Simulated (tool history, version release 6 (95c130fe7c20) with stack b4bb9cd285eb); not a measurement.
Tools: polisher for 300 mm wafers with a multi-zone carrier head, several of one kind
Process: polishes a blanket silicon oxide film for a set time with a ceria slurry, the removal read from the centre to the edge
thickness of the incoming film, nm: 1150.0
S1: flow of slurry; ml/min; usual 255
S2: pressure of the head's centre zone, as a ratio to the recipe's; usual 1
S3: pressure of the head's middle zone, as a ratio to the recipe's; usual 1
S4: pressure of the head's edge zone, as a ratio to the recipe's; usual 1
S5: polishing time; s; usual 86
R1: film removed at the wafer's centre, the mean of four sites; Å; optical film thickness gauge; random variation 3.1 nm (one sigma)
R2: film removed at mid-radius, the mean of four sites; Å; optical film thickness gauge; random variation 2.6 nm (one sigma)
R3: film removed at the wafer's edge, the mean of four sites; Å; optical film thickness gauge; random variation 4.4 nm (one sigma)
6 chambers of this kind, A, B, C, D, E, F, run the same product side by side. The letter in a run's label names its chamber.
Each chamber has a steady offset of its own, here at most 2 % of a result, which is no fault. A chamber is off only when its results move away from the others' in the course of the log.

-- hour=3.2 chamber B: edge zone pressure recalibrated
run 1B hour=5.4 | S1=255 S2=1 S3=1 S4=1 S5=86 | R1=3149.2 R2=3143.7 R3=3147.5
run 2A hour=11.6 | S1=255 S2=1 S3=1 S4=1 S5=86 | R1=3169.9 R2=3126.4 R3=3164.1
run 3E hour=16.6 | S1=255 S2=1 S3=1 S4=1 S5=86 | R1=3211.5 R2=3158.1 R3=3220.3
run 4C hour=21 | S1=255 S2=1 S3=1 S4=1 S5=86 | R1=3105.7 R2=3184.1 R3=3223.3
run 5F hour=26.6 | S1=255 S2=1 S3=1 S4=1 S5=86 | R1=3178.6 R2=3159.6 R3=3180.6
run 6D hour=34.4 | S1=255 S2=1 S3=1 S4=1 S5=86 | R1=3155.8 R2=3141.6 R3=3222.5
run 7F hour=40.3 | S1=255 S2=1 S3=1 S4=1 S5=86 | R1=3155.2 R2=3171.2 R3=3191.9
run 8C hour=45.4 | S1=255 S2=1 S3=1 S4=1 S5=68 | R1=2420.5 R2=2504.7 R3=2537.2
run 9E hour=49.1 | S1=255 S2=1 S3=1 S4=1 S5=68 | R1=2443.5 R2=2481.1 R3=2496.7
-- hour=53.8 chamber A: worn pad replaced by a new one
run 10B hour=56.2 | S1=255 S2=1 S3=1 S4=1 S5=68 | R1=2537.8 R2=2490 R3=2515.7
run 11A hour=61 | S1=255 S2=1 S3=1 S4=1 S5=68 | R1=2509.6 R2=2557.3 R3=2463.7
-- hour=61.8 chamber B: slurry nozzle cleaned
run 12D hour=66.2 | S1=255 S2=1 S3=1 S4=1 S5=68 | R1=2529.7 R2=2484.6 R3=2519.9
run 13D hour=69.9 | S1=255 S2=1 S3=1 S4=1 S5=68 | R1=2521.8 R2=2487.7 R3=2500.1
-- hour=74.7 chamber B: worn pad replaced by a new one
run 14F hour=75 | S1=255 S2=1 S3=1 S4=1 S5=86 | R1=3123.4 R2=3160.2 R3=3196.6
run 15A hour=82 | S1=255 S2=1 S3=1 S4=1 S5=86 | R1=3212.6 R2=3205.5 R3=3173.5
run 16B hour=87.2 | S1=255 S2=1 S3=1 S4=0.93 S5=86 | R1=3207 R2=3164.1 R3=3099.2
-- hour=88.9 chamber F: worn pad replaced by a new one
run 17C hour=95.3 | S1=255 S2=1 S3=1 S4=0.93 S5=86 | R1=3105.7 R2=3227.6 R3=3014.5
-- hour=100.3 chamber E: centre zone pressure recalibrated
run 18E hour=101.6 | S1=255 S2=1 S3=1 S4=0.93 S5=86 | R1=3046.2 R2=3105.3 R3=2997
run 19A hour=108.3 | S1=255 S2=1 S3=1 S4=0.93 S5=86 | R1=3197.2 R2=3146.6 R3=3053.1
run 20B hour=113.8 | S1=255 S2=1 S3=1 S4=0.93 S5=86 | R1=3191.3 R2=3193.6 R3=3090.9
run 21D hour=120.6 | S1=255 S2=1 S3=1 S4=0.93 S5=86 | R1=3253.9 R2=3163.1 R3=3076.5
-- hour=124.4 chamber A: centre zone pressure recalibrated
-- hour=124.6 chamber E: edge zone pressure recalibrated
run 22F hour=126.8 | S1=255 S2=1 S3=1 S4=1 S5=86 | R1=3130.6 R2=3191.1 R3=3118.6
-- hour=128.5 chamber C: centre zone pressure recalibrated
-- hour=133.6 chamber C: worn pad replaced by a new one
run 23C hour=134.8 | S1=255 S2=1 S3=1.04 S4=1 S5=111 | R1=4033.3 R2=4224.4 R3=4188.2
run 24E hour=140.4 | S1=255 S2=1 S3=1.04 S4=1 S5=111 | R1=3929 R2=4061.5 R3=3955
run 25F hour=146.6 | S1=255 S2=1 S3=1.04 S4=1 S5=111 | R1=3998.8 R2=4216.9 R3=4143.7
run 26A hour=152.9 | S1=255 S2=1 S3=1.04 S4=1 S5=111 | R1=4066.2 R2=4263.6 R3=4038.5
run 27B hour=158.2 | S1=255 S2=1 S3=1.04 S4=1 S5=111 | R1=4055.3 R2=4191.2 R3=4159.3
-- hour=161.4 chamber F: slurry nozzle cleaned
run 28C hour=162 | S1=255 S2=1 S3=1.04 S4=1 S5=111 | R1=3983.5 R2=4268.8 R3=4059.4
-- hour=166.9 chamber A: worn pad replaced by a new one
run 29E hour=167.3 | S1=335 S2=1 S3=1 S4=1 S5=86 | R1=3071.9 R2=3017.4 R3=3023.3
run 30D hour=174 | S1=335 S2=1 S3=1 S4=1 S5=86 | R1=3326.5 R2=3191.2 R3=3231.4
-- hour=175.4 chamber D: edge zone pressure recalibrated
run 31F hour=179.1 | S1=335 S2=1 S3=1 S4=1 S5=86 | R1=3264.1 R2=3288.7 R3=3271
-- hour=180 chamber B: centre zone pressure recalibrated
run 32A hour=186.6 | S1=335 S2=1 S3=1 S4=1 S5=86 | R1=3328.9 R2=3248 R3=3280.8
run 33B hour=194 | S1=335 S2=1 S3=1 S4=1 S5=86 | R1=3293.5 R2=3230.8 R3=3203.6
run 34C hour=200 | S1=335 S2=1 S3=1 S4=1 S5=86 | R1=3147.8 R2=3264.6 R3=3328
-- hour=205 chamber D: worn pad replaced by a new one
run 35E hour=207.5 | S1=255 S2=1 S3=1 S4=1 S5=86 | R1=2898.3 R2=2941.8 R3=2828.3
-- hour=208.9 chamber F: worn pad replaced by a new one
run 36D hour=214.5 | S1=255 S2=1 S3=1 S4=1 S5=86 | R1=3198.2 R2=3143.2 R3=3252.8
run 37A hour=219.3 | S1=255 S2=1 S3=1 S4=1 S5=86 | R1=3182.9 R2=3188.5 R3=3187.1
run 38B hour=227 | S1=255 S2=1 S3=1 S4=1 S5=86 | R1=3156 R2=3155.5 R3=3121.2
run 39E hour=231.6 | S1=255 S2=1 S3=1 S4=1 S5=86 | R1=2880.5 R2=2907.6 R3=2895
run 40F hour=238.2 | S1=255 S2=1 S3=1 S4=1 S5=86 | R1=3144.7 R2=3178.3 R3=3219.4
run 41C hour=244.3 | S1=225 S2=1 S3=1 S4=1 S5=86 | R1=3036.1 R2=3097.5 R3=3111.8
run 42D hour=250 | S1=225 S2=1 S3=1 S4=1 S5=86 | R1=3158.1 R2=3059.9 R3=3133.5
run 43F hour=255.3 | S1=225 S2=1 S3=1 S4=1 S5=86 | R1=3117 R2=3098.9 R3=3053.4
run 44E hour=263.2 | S1=225 S2=1 S3=1 S4=1 S5=86 | R1=2781.4 R2=2760.5 R3=2831.2

What goes on in this fleet: one chamber off, a drifting gauge, or nothing beyond the chambers' own small offsets? Name the chamber and the cause, if any.

Chamber E drifts away from the others.
Cause: removal rate lost through wear of the pad, % = 11.6.

Here are 4 candidates for chamber E's next run, each the usual settings with a change, their results left as question marks. Which one brings its results back in line with what the others give on the usual settings?
In line means no further than this from the other chambers' mean on the usual settings: R1 110 Å; R2 89 Å; R3 150 Å
run 45E-1 hour=269.1 | S1=255 S2=1 S3=1 S4=1 S5=83 | R1=? R2=? R3=?
run 45E-2 hour=269.1 | S1=260 S2=1 S3=1 S4=1.01 S5=96 | R1=? R2=? R3=?
run 45E-3 hour=269.1 | S1=255 S2=1 S3=1 S4=1 S5=89 | R1=? R2=? R3=?
run 45E-4 hour=269.1 | S1=255 S2=1 S3=1 S4=0.99 S5=76 | R1=? R2=? R3=?

The other chambers' mean on the usual settings: R1 3160.8 Å; R2 3151.6 Å; R3 3175 Å
run=45E-1 R1=2710.3 R2=2712.2 R3=2691.8
run=45E-2 R1=3142.4 R2=3143.8 R3=3135.2
run=45E-3 R1=2906.2 R2=2908.3 R3=2886.4
run=45E-4 R1=2481.7 R2=2483.5 R3=2451.7
45E-2 brings the chamber back in line.
